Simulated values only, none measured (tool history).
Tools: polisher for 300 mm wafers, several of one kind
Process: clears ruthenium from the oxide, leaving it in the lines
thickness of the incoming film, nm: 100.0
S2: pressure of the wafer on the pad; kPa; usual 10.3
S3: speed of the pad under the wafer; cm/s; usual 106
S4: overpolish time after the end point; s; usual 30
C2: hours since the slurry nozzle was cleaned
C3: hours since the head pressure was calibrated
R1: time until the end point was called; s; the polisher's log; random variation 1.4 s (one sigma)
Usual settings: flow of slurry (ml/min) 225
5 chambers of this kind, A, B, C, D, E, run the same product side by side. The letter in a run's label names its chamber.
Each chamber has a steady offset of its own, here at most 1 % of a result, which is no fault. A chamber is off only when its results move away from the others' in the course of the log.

run 1C hour=5.8 | flow_of_slurry_(ml/min)=225 S2=10.3 S3=106 S4=30 | wafers_polished_on_this_pad=701 C2=296.0 C3=588.7 | R1=117.120
run 2A hour=10.9 | flow_of_slurry_(ml/min)=225 S2=10.3 S3=106 S4=30 | wafers_polished_on_this_pad=129 C2=517.5 C3=210.6 | R1=113.450
-- hour=12.2 chamber C: slurry nozzle cleaned
run 3D hour=19.1 | flow_of_slurry_(ml/min)=225 S2=10.3 S3=106 S4=30 | wafers_polished_on_this_pad=130 C2=321.6 C3=1135.7 | R1=114.210
run 4E hour=27.1 | flow_of_slurry_(ml/min)=225 S2=10.3 S3=106 S4=30 | wafers_polished_on_this_pad=281 C2=464.8 C3=301.8 | R1=116.330
-- hour=34.2 chamber C: worn pad replaced by a new one
run 5B hour=35.3 | flow_of_slurry_(ml/min)=225 S2=10.3 S3=106 S4=30 | wafers_polished_on_this_pad=502 C2=247.9 C3=227.9 | R1=119.310
run 6B hour=40.0 | flow_of_slurry_(ml/min)=225 S2=10.3 S3=106 S4=30 | wafers_polished_on_this_pad=530 C2=252.6 C3=232.6 | R1=115.990
run 7C hour=45.1 | flow_of_slurry_(ml/min)=225 S2=9.7 S3=76 S4=30 | wafers_polished_on_this_pad=64 C2=33.0 C3=628.0 | R1=171.910
run 8E hour=53.9 | flow_of_slurry_(ml/min)=225 S2=9.7 S3=76 S4=30 | wafers_polished_on_this_pad=439 C2=491.6 C3=328.6 | R1=171.230
run 9A hour=63.3 | flow_of_slurry_(ml/min)=225 S2=9.7 S3=76 S4=30 | wafers_polished_on_this_pad=439 C2=569.9 C3=263.0 | R1=168.200
run 10D hour=68.4 | flow_of_slurry_(ml/min)=225 S2=9.7 S3=76 S4=30 | wafers_polished_on_this_pad=420 C2=370.9 C3=1185.0 | R1=172.850
-- hour=69.4 chamber E: slurry nozzle cleaned
run 11D hour=73.5 | flow_of_slurry_(ml/min)=225 S2=9.7 S3=76 S4=30 | wafers_polished_on_this_pad=451 C2=376.0 C3=1190.1 | R1=166.910
-- hour=77.7 chamber B: worn pad replaced by a new one
run 12C hour=80.4 | flow_of_slurry_(ml/min)=225 S2=10.3 S3=106 S4=30 | wafers_polished_on_this_pad=273 C2=68.3 C3=663.3 | R1=114.210
run 13A hour=87.7 | flow_of_slurry_(ml/min)=225 S2=10.3 S3=106 S4=30 | wafers_polished_on_this_pad=583 C2=594.3 C3=287.4 | R1=112.580
-- hour=89.2 chamber D: worn pad replaced by a new one
-- hour=91.4 chamber E: worn pad replaced by a new one
run 14B hour=96.9 | flow_of_slurry_(ml/min)=225 S2=10.3 S3=106 S4=30 | wafers_polished_on_this_pad=113 C2=309.5 C3=289.5 | R1=115.970
run 15E hour=101.7 | flow_of_slurry_(ml/min)=280 S2=6.9 S3=106 S4=30 | wafers_polished_on_this_pad=61 C2=32.4 C3=376.4 | R1=164.860
run 16D hour=108.2 | flow_of_slurry_(ml/min)=280 S2=6.9 S3=106 S4=30 | wafers_polished_on_this_pad=112 C2=410.7 C3=1224.8 | R1=165.070
run 17C hour=114.3 | flow_of_slurry_(ml/min)=280 S2=6.9 S3=106 S4=30 | wafers_polished_on_this_pad=473 C2=102.2 C3=697.2 | R1=168.340
run 18E hour=118.9 | flow_of_slurry_(ml/min)=280 S2=6.9 S3=106 S4=30 | wafers_polished_on_this_pad=162 C2=49.6 C3=393.6 | R1=165.810
run 19B hour=124.1 | flow_of_slurry_(ml/min)=280 S2=6.9 S3=106 S4=30 | wafers_polished_on_this_pad=274 C2=336.7 C3=316.7 | R1=169.880
run 20A hour=132.6 | flow_of_slurry_(ml/min)=225 S2=6.9 S3=106 S4=30 | wafers_polished_on_this_pad=848 C2=639.2 C3=332.3 | R1=172.480
run 21C hour=140.4 | flow_of_slurry_(ml/min)=225 S2=6.9 S3=106 S4=30 | wafers_polished_on_this_pad=627 C2=128.3 C3=723.3 | R1=172.550
-- hour=143.7 chamber A: worn pad replaced by a new one
run 22B hour=146.9 | flow_of_slurry_(ml/min)=225 S2=6.9 S3=106 S4=30 | wafers_polished_on_this_pad=408 C2=359.5 C3=339.5 | R1=173.270
run 23E hour=152.3 | flow_of_slurry_(ml/min)=225 S2=6.9 S3=106 S4=30 | wafers_polished_on_this_pad=359 C2=83.0 C3=427.0 | R1=170.270
-- hour=157.3 chamber C: worn pad replaced by a new one
run 24D hour=158.3 | flow_of_slurry_(ml/min)=225 S2=6.9 S3=106 S4=30 | wafers_polished_on_this_pad=407 C2=460.8 C3=1274.9 | R1=167.180
run 25A hour=162.5 | flow_of_slurry_(ml/min)=225 S2=10.3 S3=106 S4=30 | wafers_polished_on_this_pad=110 C2=669.1 C3=362.2 | R1=115.010
-- hour=163.6 chamber B: head pressure recalibrated
run 26C hour=171.7 | flow_of_slurry_(ml/min)=225 S2=10.3 S3=106 S4=30 | wafers_polished_on_this_pad=85 C2=159.6 C3=754.6 | R1=119.600
run 27B hour=179.1 | flow_of_slurry_(ml/min)=225 S2=10.3 S3=106 S4=30 | wafers_polished_on_this_pad=598 C2=391.7 C3=15.5 | R1=114.630
run 28D hour=183.7 | flow_of_slurry_(ml/min)=225 S2=10.3 S3=106 S4=30 | wafers_polished_on_this_pad=557 C2=486.2 C3=1300.3 | R1=114.360
run 29E hour=191.5 | flow_of_slurry_(ml/min)=225 S2=10.3 S3=106 S4=30 | wafers_polished_on_this_pad=590 C2=122.2 C3=466.2 | R1=114.070
-- hour=194.4 chamber B: worn pad replaced by a new one
run 30A hour=196.2 | flow_of_slurry_(ml/min)=225 S2=10.3 S3=106 S4=30 | wafers_polished_on_this_pad=309 C2=702.8 C3=395.9 | R1=114.950
-- hour=197.1 chamber D: worn pad replaced by a new one
run 31D hour=201.9 | flow_of_slurry_(ml/min)=225 S2=10.3 S3=106 S4=30 | wafers_polished_on_this_pad=28 C2=504.4 C3=1318.5 | R1=112.650
-- hour=203.3 chamber E: worn pad replaced by a new one
run 32C hour=210.3 | flow_of_slurry_(ml/min)=225 S2=10.3 S3=106 S4=30 | wafers_polished_on_this_pad=312 C2=198.2 C3=793.2 | R1=121.260
run 33A hour=214.6 | flow_of_slurry_(ml/min)=225 S2=10.3 S3=106 S4=30 | wafers_polished_on_this_pad=418 C2=721.2 C3=414.3 | R1=115.540
run 34B hour=220.8 | flow_of_slurry_(ml/min)=225 S2=10.3 S3=106 S4=30 | wafers_polished_on_this_pad=156 C2=433.4 C3=57.2 | R1=116.650
run 35E hour=227.1 | flow_of_slurry_(ml/min)=225 S2=10.3 S3=106 S4=30 | wafers_polished_on_this_pad=140 C2=157.8 C3=501.8 | R1=111.710
-- hour=227.5 chamber B: slurry nozzle cleaned
-- hour=229.4 chamber A: slurry nozzle cleaned
run 36B hour=232.5 | flow_of_slurry_(ml/min)=225 S2=10.3 S3=106 S4=30 | wafers_polished_on_this_pad=225 C2=5.1 C3=68.9 | R1=114.040
run 37D hour=240.1 | flow_of_slurry_(ml/min)=225 S2=10.3 S3=106 S4=30 | wafers_polished_on_this_pad=254 C2=542.6 C3=1356.7 | R1=112.280
run 38E hour=245.4 | flow_of_slurry_(ml/min)=260 S2=12.4 S3=106 S4=30 | wafers_polished_on_this_pad=248 C2=176.1 C3=520.1 | R1=94.344
run 39A hour=254.7 | flow_of_slurry_(ml/min)=260 S2=12.4 S3=106 S4=30 | wafers_polished_on_this_pad=655 C2=25.4 C3=454.4 | R1=95.286
run 40C hour=263.6 | flow_of_slurry_(ml/min)=260 S2=12.4 S3=106 S4=30 | wafers_polished_on_this_pad=627 C2=251.5 C3=846.5 | R1=103.240

Is one chamber off against the others, does the gauge drift, or is nothing wrong? If a chamber is off, say which, and what the likeliest cause is.

Chamber C drifts away from the others.
Cause: head's pressure below its setpoint, % = 8.99.
The log may not tell that from: slurry flow missing at the pad, %.

Here are 4 candidates for chamber C's next run, each the usual settings with a change, their results left as question marks. Which one brings its results back in line with what the others give on the usual settings?
In line means no further than this from the other chambers' mean on the usual settings: R1 4.800 s
run 41C-1 hour=270.4 | flow_of_slurry_(ml/min)=225 S2=11.0 S3=112 S4=30 | R1=?
run 41C-2 hour=270.4 | flow_of_slurry_(ml/min)=225 S2=10.3 S3=108 S4=30 | R1=?
run 41C-3 hour=270.4 | flow_of_slurry_(ml/min)=225 S2=9.7 S3=102 S4=30 | R1=?
run 41C-4 hour=270.4 | flow_of_slurry_(ml/min)=225 S2=10.3 S3=104 S4=30 | R1=?

The other chambers' mean on the usual settings: R1 114.020 s
run=41C-1 R1=111.580
run=41C-2 R1=123.320
run=41C-3 R1=139.780
run=41C-4 R1=128.080
41C-1 brings the chamber back in line.
